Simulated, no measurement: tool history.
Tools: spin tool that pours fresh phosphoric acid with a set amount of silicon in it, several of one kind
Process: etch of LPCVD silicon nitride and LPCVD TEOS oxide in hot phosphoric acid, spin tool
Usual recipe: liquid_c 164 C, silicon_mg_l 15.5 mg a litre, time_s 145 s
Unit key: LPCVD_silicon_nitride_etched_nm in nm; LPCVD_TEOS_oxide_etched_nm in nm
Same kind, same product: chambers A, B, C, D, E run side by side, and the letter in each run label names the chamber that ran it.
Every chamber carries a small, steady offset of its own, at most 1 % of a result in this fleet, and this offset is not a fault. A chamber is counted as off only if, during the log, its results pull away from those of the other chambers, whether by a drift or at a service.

run	hour	liquid_c	silicon_mg_l	time_s	hours since the thermometer was replaced	hours since the dissolved silicon flow meter was replaced	hours since the heated supply line was repaired	read-back film thickness of the LPCVD silicon nitride reference wafer, read on the same gauge (nm)	read-back film thickness of the LPCVD TEOS oxide reference wafer, read on the same gauge (nm)	LPCVD_silicon_nitride_etched_nm	LPCVD_TEOS_oxide_etched_nm
1E	11.9	164	15.5	145	1117.2	97.6	2003.6	100.06	49.957	14.663	0.41964
2C	26.7	164	15.5	145	1289.2	909.8	1689.4	99.984	50.014	14.726	0.3607
3B	34.2	164	15.5	145	705.5	60.2	317.6	99.967	49.942	14.631	0.36129
4A	49.8	164	15.5	145	772.6	304.3	633	100.02	49.994	14.447	0.30619
5D	58.6	164	4	225	989.6	1388.9	150.8	99.965	50.026	22.502	0.7641
6A	71.8	164	4	225	794.6	326.3	655	100.04	50.014	22.278	0.69827
7D	79.5	164	4	225	1010.5	1409.8	171.7	100	50.025	22.347	0.74509
8E	88	164	4	225	1193.3	173.7	2079.7	100.01	50.03	22.739	0.80017
9B	97.1	164	4	225	768.4	123.1	380.5	100.01	49.993	22.714	0.74468
10C	111.2	164	15.5	145	1373.7	994.3	1773.9	99.994	49.993	14.806	0.38517
# hour 112.6: chamber C: thermometer replaced
11E	120	164	15.5	145	1225.3	205.7	2111.7	100.01	50.012	14.651	0.36908
12D	128.5	164	15.5	145	1059.5	1458.8	220.7	99.984	49.973	14.511	0.40477
13B	139.1	164	15.5	145	810.4	165.1	422.5	100.02	49.976	14.668	0.38787
14C	147.7	164	15.5	145	35.1	1030.8	1810.4	99.999	50.01	14.612	0.37181
15A	162.5	164	15.5	145	885.3	417	745.7	100.03	49.96	14.454	0.3549
# hour 173.4: chamber B: thermometer replaced
16D	175.2	163	15.5	145	1106.2	1505.5	267.4	100.05	49.983	13.97	0.29726
17A	187.4	163	15.5	145	910.2	441.9	770.6	99.977	49.993	14.026	0.36615
18C	195.6	163	15.5	145	83	1078.7	1858.3	99.994	49.965	14.188	0.34578
19B	211.2	163	15.5	145	37.8	237.2	494.6	100.01	50.004	14.243	0.30793
# hour 211.7: chamber D: dissolved silicon flow meter replaced
20E	223.2	163	15.5	145	1328.5	308.9	2214.9	99.985	50.007	14.023	0.37057
21C	230.1	164	15.5	145	117.5	1113.2	1892.8	99.991	50.023	14.555	0.35322
22A	245.2	164	15.5	145	968	499.7	828.4	100.01	50.002	14.381	0.3905
23D	259.2	164	15.5	145	1190.2	47.5	351.4	99.96	49.983	14.564	0.3568
24E	266	164	15.5	85	1371.3	351.7	2257.7	99.99	49.986	8.599	0.23336
25B	280.2	164	15.5	85	106.8	306.2	563.6	100	49.987	8.6174	0.22933
26E	294.1	164	15.5	85	1399.4	379.8	2285.8	100.02	50.006	8.574	0.20488
27B	310	164	15.5	85	136.6	336	593.4	100.02	50.003	8.5972	0.20189
28C	316.9	164	15.5	85	204.3	1200	1979.6	100.01	50.02	8.5559	0.21655
29D	332.3	164	15.5	145	1263.3	120.6	424.5	100.02	50.018	14.441	0.43259
30A	347.5	164	19.5	95	1070.3	602	930.7	99.947	50.008	9.4608	0.22523
# hour 349.2: chamber A: dissolved silicon flow meter replaced
31A	360	164	19.5	95	1082.8	10.9	943.2	99.979	49.98	9.3697	0.2095
32B	370.7	164	19.5	95	197.3	396.7	654.1	99.968	49.971	9.5651	0.22461
33D	382.7	164	19.5	95	1313.7	171	474.9	100	50	9.5449	0.21922
34E	394.3	164	19.5	95	1499.6	480	2386	99.993	50.018	9.65	0.21003
35C	406.7	164	15.5	190	294.1	1289.8	2069.4	99.973	49.983	19.295	0.55588
36A	416.7	164	15.5	190	1139.5	67.6	999.9	100.02	50.002	18.967	0.53844
37D	427.4	164	15.5	190	1358.4	215.7	519.6	100.02	50.017	18.981	0.53247

All chambers now run identical settings, listed one chamber a line with results as question marks. What results will each chamber show?
38A	438.8	166	15.5	145						?	?
38B	438.8	166	15.5	145						?	?
38C	438.8	166	15.5	145						?	?
38D	438.8	166	15.5	145						?	?
38E	438.8	166	15.5	145						?	?

run	LPCVD_silicon_nitride_etched_nm	LPCVD_TEOS_oxide_etched_nm
38A	15.497	0.44772
38B	15.497	0.45565
38C	15.709	0.39379
38D	15.404	0.34327
38E	15.495	0.36379
